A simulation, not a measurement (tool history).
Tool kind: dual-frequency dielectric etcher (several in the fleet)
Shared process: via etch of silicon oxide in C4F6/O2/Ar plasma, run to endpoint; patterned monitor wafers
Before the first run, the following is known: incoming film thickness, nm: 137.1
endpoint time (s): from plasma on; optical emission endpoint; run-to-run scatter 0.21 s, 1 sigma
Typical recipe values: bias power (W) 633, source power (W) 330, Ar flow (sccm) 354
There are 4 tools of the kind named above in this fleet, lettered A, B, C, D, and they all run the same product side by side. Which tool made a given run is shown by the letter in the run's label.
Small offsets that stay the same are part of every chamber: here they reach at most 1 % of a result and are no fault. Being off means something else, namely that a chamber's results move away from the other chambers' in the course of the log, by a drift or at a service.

run   hour  bias power (W)  source power (W)  Ar flow (sccm)  endpoint time (s)
 1B    4.9             633               330             354             30.219
       5.5  -- chamber A: wet clean of the chamber
 2D   14.3             633               330             354             30.267
      19.3  -- chamber C: source power generator calibrated
 3A     22             633               330             354             30.166
 4C   31.9             633               330             354             30.297
 5A   40.8             689               330             428             29.821
 6C   48.6             689               330             428             29.668
 7B   57.1             689               330             428             29.826
 8D   67.1             689               330             428             29.763
 9D   73.8             633               330             354             30.194
10B   83.4             633               330             354             30.418
11A   92.7             633               330             354             30.074
12C   99.5             633               370             354             28.876
13A  108.3             633               370             354              28.48
14C  114.4             633               370             354             29.018
15B  122.2             633               370             354             28.723
16D  127.1             633               330             354              30.38
     131.8  -- chamber B: wet clean of the chamber
17C  137.3             633               330             354             30.081
18A  142.1             633               330             386             29.935
19D  151.2             633               330             386             30.362
20B  158.7             633               330             386             31.421
21B    165             633               330             386             31.555
22A  171.8             633               330             354             29.903
23D    182             633               330             354             30.253
24C  188.4             633               330             354             30.195
25D    198             633               330             354              30.36
26B  205.1             633               330             354             31.532
27C  214.4             633               330             354             30.194
28A  223.4             633               330             354             29.909
29D  230.4             633               330             354             29.976
30C  238.7             633               330             354             29.881
31B  248.8             633               330             354             31.557
32A  254.6             633               330             354             29.615
33B  259.8             633               330             354             31.924
34C  266.4             633               330             354             30.067
35D  271.7             633               290             278              30.75
36A  281.4             633               290             278             30.656
37D  288.7             633               290             278             31.161
38B  297.7             633               290             278             32.454
39C  306.4             633               330             354             30.459
40A    312             633               330             354             30.145
41A    321             633               260             301             32.241
     331.4  -- chamber D: wet clean of the chamber
42B  331.5             633               260             301             33.602
43D  336.9             633               260             301             32.045

Is one chamber off against the others, does the gauge drift, or is nothing wrong? If a chamber is off, say which, and what the likeliest cause is.

Chamber B has stood off from the others ever since a service on it.
Cause: etch rate under this chamber's usual, % = 4.43.

Here are 4 candidates for chamber B's next run, each the usual settings with a change, their results left as question marks. Which one brings its results back in line with what the others give on the usual settings?
In line here means within this much of the mean the other chambers give on the usual settings: endpoint time (s) 0.75
44B-1  344.5             633               280             354                  ?
44B-2  344.5             714               370             341                  ?
44B-3  344.5             633               330             231                  ?
44B-4  344.5             552               290             367                  ?

Mean of the other chambers on the usual settings: endpoint time (s) 30.034
  run  endpoint time (s)
44B-1             33.572
44B-2             28.807
44B-3             30.142
44B-4             35.064
The right change is 44B-3: it brings the chamber back within the allowed miss of the others.

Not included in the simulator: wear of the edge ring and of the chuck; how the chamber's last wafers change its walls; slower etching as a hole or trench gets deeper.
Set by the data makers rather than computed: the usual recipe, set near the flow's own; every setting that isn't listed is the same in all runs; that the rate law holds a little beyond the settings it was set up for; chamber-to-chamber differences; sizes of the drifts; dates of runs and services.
